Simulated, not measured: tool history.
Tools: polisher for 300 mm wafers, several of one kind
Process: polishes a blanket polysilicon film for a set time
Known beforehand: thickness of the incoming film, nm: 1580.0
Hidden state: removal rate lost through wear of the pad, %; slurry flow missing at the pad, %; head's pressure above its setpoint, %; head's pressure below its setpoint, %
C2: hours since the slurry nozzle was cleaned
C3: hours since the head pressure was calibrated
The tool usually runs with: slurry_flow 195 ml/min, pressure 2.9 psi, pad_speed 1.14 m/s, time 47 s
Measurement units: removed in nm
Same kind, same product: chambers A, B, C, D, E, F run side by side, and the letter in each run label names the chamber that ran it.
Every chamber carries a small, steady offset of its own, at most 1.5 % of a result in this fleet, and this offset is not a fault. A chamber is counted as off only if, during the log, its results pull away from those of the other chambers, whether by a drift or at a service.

At hour 0.2: chamber C: slurry nozzle cleaned.
At hour 0.4: chamber A: worn pad replaced by a new one.
Run 1C, hour 12.6: usual settings; wafers polished on this pad 927; C2 12.5; C3 66.6. Result: removed 471.3 nm.
At hour 13.3: chamber D: worn pad replaced by a new one.
Run 2B, hour 18.9: usual settings; wafers polished on this pad 433; C2 872.6; C3 29.5. Result: removed 470.64 nm.
At hour 23.8: chamber E: worn pad replaced by a new one.
Run 3E, hour 25.3: usual settings; wafers polished on this pad 19; C2 320.7; C3 276.5. Result: removed 482.52 nm.
Run 4F, hour 36.6: usual settings; wafers polished on this pad 638; C2 532.4; C3 65.2. Result: removed 479.67 nm.
At hour 38.6: chamber B: slurry nozzle cleaned.
Run 5D, hour 44.8: usual settings but pressure 3.3 psi, pad_speed 1.38 m/s; wafers polished on this pad 398; C2 206.2; C3 1214.4. Result: removed 658.33 nm.
Run 6A, hour 57.6: usual settings but pressure 3.3 psi, pad_speed 1.38 m/s; wafers polished on this pad 722; C2 350.3; C3 1054.2. Result: removed 655.71 nm.
Run 7A, hour 67.4: usual settings but pressure 3.3 psi, pad_speed 1.38 m/s; wafers polished on this pad 846; C2 360.1; C3 1064. Result: removed 650.39 nm.
At hour 69: chamber E: head pressure recalibrated.
At hour 71.4: chamber C: worn pad replaced by a new one.
Run 8C, hour 76.7: usual settings but pressure 3.3 psi, pad_speed 1.38 m/s; wafers polished on this pad 67; C2 76.6; C3 130.7. Result: removed 653.71 nm.
At hour 77.9: chamber D: worn pad replaced by a new one.
At hour 78.9: chamber A: worn pad replaced by a new one.
At hour 81: chamber F: worn pad replaced by a new one.
At hour 88.8: chamber B: worn pad replaced by a new one.
Run 9D, hour 88.9: usual settings but pressure 3.3 psi, pad_speed 1.38 m/s; wafers polished on this pad 139; C2 250.3; C3 1258.5. Result: removed 647.49 nm.
Run 10B, hour 101.8: usual settings but pressure 3.3 psi, pad_speed 1.38 m/s; wafers polished on this pad 164; C2 63.2; C3 112.4. Result: removed 642.58 nm.
Run 11F, hour 113.5: usual settings; wafers polished on this pad 411; C2 609.3; C3 142.1. Result: removed 479.91 nm.
Run 12E, hour 121.3: usual settings; wafers polished on this pad 1232; C2 416.7; C3 52.4. Result: removed 471.69 nm.
At hour 122.8: chamber E: worn pad replaced by a new one.
Run 13C, hour 127.8: usual settings; wafers polished on this pad 712; C2 127.7; C3 181.8. Result: removed 477.16 nm.
Run 14D, hour 140.7: usual settings but pad_speed 1.48 m/s; wafers polished on this pad 793; C2 302.1; C3 1310.3. Result: removed 619.24 nm.
Run 15A, hour 147.4: usual settings but pad_speed 1.48 m/s; wafers polished on this pad 865; C2 440.1; C3 1144. Result: removed 611.84 nm.
At hour 147.5: chamber A: head pressure recalibrated.
Run 16E, hour 154.7: usual settings but pad_speed 1.48 m/s; wafers polished on this pad 403; C2 450.1; C3 85.8. Result: removed 603.57 nm.
Run 17B, hour 160.3: usual settings but pad_speed 1.48 m/s; wafers polished on this pad 902; C2 121.7; C3 170.9. Result: removed 623.08 nm.
At hour 162.7: chamber D: worn pad replaced by a new one.
At hour 165.9: chamber A: worn pad replaced by a new one.
Run 18F, hour 172.9: usual settings but pad_speed 1.48 m/s; wafers polished on this pad 1161; C2 668.7; C3 201.5. Result: removed 613.36 nm.
At hour 174.3: chamber C: worn pad replaced by a new one.
At hour 175.5: chamber F: slurry nozzle cleaned.
At hour 181.5: chamber D: head pressure recalibrated.
At hour 181.7: chamber F: worn pad replaced by a new one.
Run 19C, hour 182.6: usual settings but pad_speed 1.48 m/s; wafers polished on this pad 106; C2 182.5; C3 236.6. Result: removed 608.65 nm.
At hour 187.1: chamber B: worn pad replaced by a new one.
Run 20A, hour 194.6: usual settings; wafers polished on this pad 363; C2 487.3; C3 47.1. Result: removed 477.89 nm.
Run 21F, hour 203.5: usual settings; wafers polished on this pad 275; C2 28; C3 232.1. Result: removed 486.07 nm.
At hour 205.6: chamber E: worn pad replaced by a new one.
Run 22D, hour 216.3: usual settings; wafers polished on this pad 676; C2 377.7; C3 34.9. Result: removed 449.06 nm.
Run 23B, hour 225.5: usual settings; wafers polished on this pad 485; C2 186.9; C3 236.1. Result: removed 472.28 nm.
At hour 227: chamber E: slurry nozzle cleaned.
At hour 237.8: chamber D: worn pad replaced by a new one.
Run 24E, hour 238.1: usual settings; wafers polished on this pad 411; C2 11.1; C3 169.2. Result: removed 472.23 nm.
At hour 240.1: chamber A: worn pad replaced by a new one.
Run 25D, hour 248.1: usual settings; wafers polished on this pad 130; C2 409.5; C3 66.7. Result: removed 448.44 nm.
Run 26E, hour 254.4: usual settings; wafers polished on this pad 617; C2 27.4; C3 185.5. Result: removed 463.17 nm.
Run 27B, hour 261.3: usual settings; wafers polished on this pad 937; C2 222.7; C3 271.9. Result: removed 470.41 nm.
Run 28C, hour 270.1: usual settings; wafers polished on this pad 1210; C2 270; C3 324.1. Result: removed 476.09 nm.
Run 29A, hour 276.7: usual settings; wafers polished on this pad 462; C2 569.4; C3 129.2. Result: removed 471.52 nm.
At hour 282.1: chamber B: worn pad replaced by a new one.
At hour 283.1: chamber E: worn pad replaced by a new one.
Run 30F, hour 287.2: usual settings; wafers polished on this pad 1332; C2 111.7; C3 315.8. Result: removed 486.02 nm.
At hour 290.4: chamber F: worn pad replaced by a new one.
At hour 298.7: chamber C: worn pad replaced by a new one.
Run 31D, hour 299: usual settings; wafers polished on this pad 773; C2 460.4; C3 117.6. Result: removed 438.69 nm.
Run 32C, hour 305.6: usual settings; wafers polished on this pad 87; C2 305.5; C3 359.6. Result: removed 469.8 nm.
At hour 309.9: chamber A: worn pad replaced by a new one.
At hour 311.8: chamber D: worn pad replaced by a new one.
Run 33B, hour 316.2: usual settings but slurry_flow 235 ml/min, time 35 s; wafers polished on this pad 431; C2 277.6; C3 326.8. Result: removed 361.43 nm.
Run 34F, hour 324.5: usual settings but slurry_flow 235 ml/min, time 35 s; wafers polished on this pad 431; C2 149; C3 353.1. Result: removed 365.79 nm.
Run 35E, hour 331.7: usual settings but slurry_flow 235 ml/min, time 35 s; wafers polished on this pad 614; C2 104.7; C3 262.8. Result: removed 355.52 nm.
At hour 335.1: chamber A: slurry nozzle cleaned.
Run 36A, hour 342.9: usual settings but slurry_flow 235 ml/min, time 35 s; wafers polished on this pad 417; C2 7.9; C3 195.4. Result: removed 362.92 nm.
At hour 347.6: chamber D: slurry nozzle cleaned.
Run 37D, hour 353.8: usual settings but slurry_flow 235 ml/min, time 35 s; wafers polished on this pad 531; C2 6.3; C3 172.4. Result: removed 340.87 nm.
Run 38A, hour 364.1: usual settings but slurry_flow 235 ml/min, time 35 s; wafers polished on this pad 684; C2 29.1; C3 216.6. Result: removed 356.83 nm.
At hour 369.9: chamber E: worn pad replaced by a new one.
Run 39E, hour 370.5: usual settings; wafers polished on this pad 7; C2 143.5; C3 301.6. Result: removed 476.69 nm.
Run 40B, hour 379.4: usual settings; wafers polished on this pad 1229; C2 340.8; C3 390. Result: removed 483.88 nm.

For the next run the whole fleet of 6 chambers uses the same settings. Give each chamber's results:
Run 41A, hour 388.7: usual settings. Result: removed ?.
Run 41B, hour 388.7: usual settings. Result: removed ?.
Run 41C, hour 388.7: usual settings. Result: removed ?.
Run 41D, hour 388.7: usual settings. Result: removed ?.
Run 41E, hour 388.7: usual settings. Result: removed ?.
Run 41F, hour 388.7: usual settings. Result: removed ?.

run  removed
41A   471.68
41B   483.51
41C   475.31
41D   448.16
41E   467.49
41F   476.83
